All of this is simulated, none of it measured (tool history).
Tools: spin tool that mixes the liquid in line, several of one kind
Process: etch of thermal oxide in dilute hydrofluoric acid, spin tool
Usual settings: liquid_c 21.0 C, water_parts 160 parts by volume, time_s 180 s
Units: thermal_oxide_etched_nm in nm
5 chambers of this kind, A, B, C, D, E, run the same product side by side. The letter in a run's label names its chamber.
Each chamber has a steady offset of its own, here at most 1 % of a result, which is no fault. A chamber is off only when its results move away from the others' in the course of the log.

run	hour	liquid_c	water_parts	time_s	read-back film thickness of the thermal oxide reference wafer, read on the same gauge (nm)	thermal_oxide_etched_nm
1D	7.4	21.0	160	180	150.01	4.4394
2B	13.7	21.0	160	180	149.99	4.5971
3A	20.8	21.0	160	180	149.99	4.4454
4C	28.3	21.0	160	180	150.02	4.5002
5E	35.0	21.0	160	180	149.98	4.4823
6D	41.1	21.0	160	180	149.99	4.5721
7B	45.7	21.0	160	180	150.02	4.4930
8A	54.5	21.0	160	180	150.01	4.3906
9E	62.2	21.0	160	180	150.02	4.4379
10C	67.9	21.0	160	180	149.99	4.5196
11E	76.7	21.0	160	180	150.02	4.4963
# hour 84.5: chamber B: hydrofluoric acid flow meter replaced
12B	85.2	21.0	160	180	150.00	4.5073
# hour 93.2: chamber A: hydrofluoric acid flow meter replaced
13C	93.4	21.0	160	180	150.01	4.6146
14A	99.6	21.0	160	180	150.00	4.4680
15D	104.0	21.0	160	180	150.01	4.6284
16B	109.0	21.0	160	180	149.97	4.5195
17D	116.4	21.0	160	180	150.01	4.4410
# hour 118.6: chamber D: thermometer replaced
18A	124.7	21.0	160	180	150.00	4.4593
19E	131.3	21.0	160	180	149.99	4.4876
20C	135.7	21.0	160	180	149.98	4.6551
21A	142.3	25.5	160	180	150.01	5.3985
22D	148.8	25.5	160	180	150.00	5.3318
23C	153.5	25.5	160	180	149.99	5.5318
24B	158.3	25.5	160	180	150.03	5.3681
25E	162.5	25.5	160	180	150.01	5.2982
26B	167.6	21.0	160	180	150.02	4.5813
27C	175.2	21.0	160	180	150.00	4.7702
28A	179.3	21.0	160	180	150.00	4.5382
29D	185.3	21.0	160	180	150.01	4.5634
30E	192.4	21.0	160	180	150.00	4.4895
31A	200.3	21.0	160	180	150.00	4.5553
32B	207.8	21.0	160	180	149.99	4.4805
33C	214.0	21.0	160	180	149.99	4.8480
34D	219.4	21.0	235	110	150.00	1.7590
35E	223.8	21.0	235	110	150.02	1.7292
36D	230.4	21.0	235	110	150.01	1.7430
37A	236.2	21.0	235	110	150.00	1.7581
38C	244.6	21.0	235	110	150.00	1.8461
39E	249.6	21.0	160	180	149.99	4.4225
40B	255.5	21.0	160	180	150.01	4.4732
41E	260.2	21.0	200	275	150.01	5.2599
42A	268.9	21.0	200	275	150.00	5.3057

What goes on in this fleet: one chamber off, a drifting gauge, or nothing beyond the chambers' own small offsets? Name the chamber and the cause, if any.

Chamber C drifts away from the others.
Cause: hydrofluoric acid flow above the setpoint (%) = 6.74.
The log may not tell that from: liquid hotter than its thermometer reads (K).

Here are 4 candidates for chamber C's next run, each the usual settings with a change, their results left as question marks. Which one brings its results back in line with what the others give on the usual settings?
In line means no further than this from the other chambers' mean on the usual settings: thermal_oxide_etched_nm 0.1400 nm
43C-1	275.3	21.0	155	190		?
43C-2	275.3	21.0	170	180		?
43C-3	275.3	21.0	160	185		?
43C-4	275.3	21.0	160	175		?

The other chambers' mean on the usual settings: thermal_oxide_etched_nm 4.5104 nm
run	thermal_oxide_etched_nm
43C-1	5.3643
43C-2	4.5622
43C-3	5.0339
43C-4	4.7618
43C-2 brings the chamber back in line.
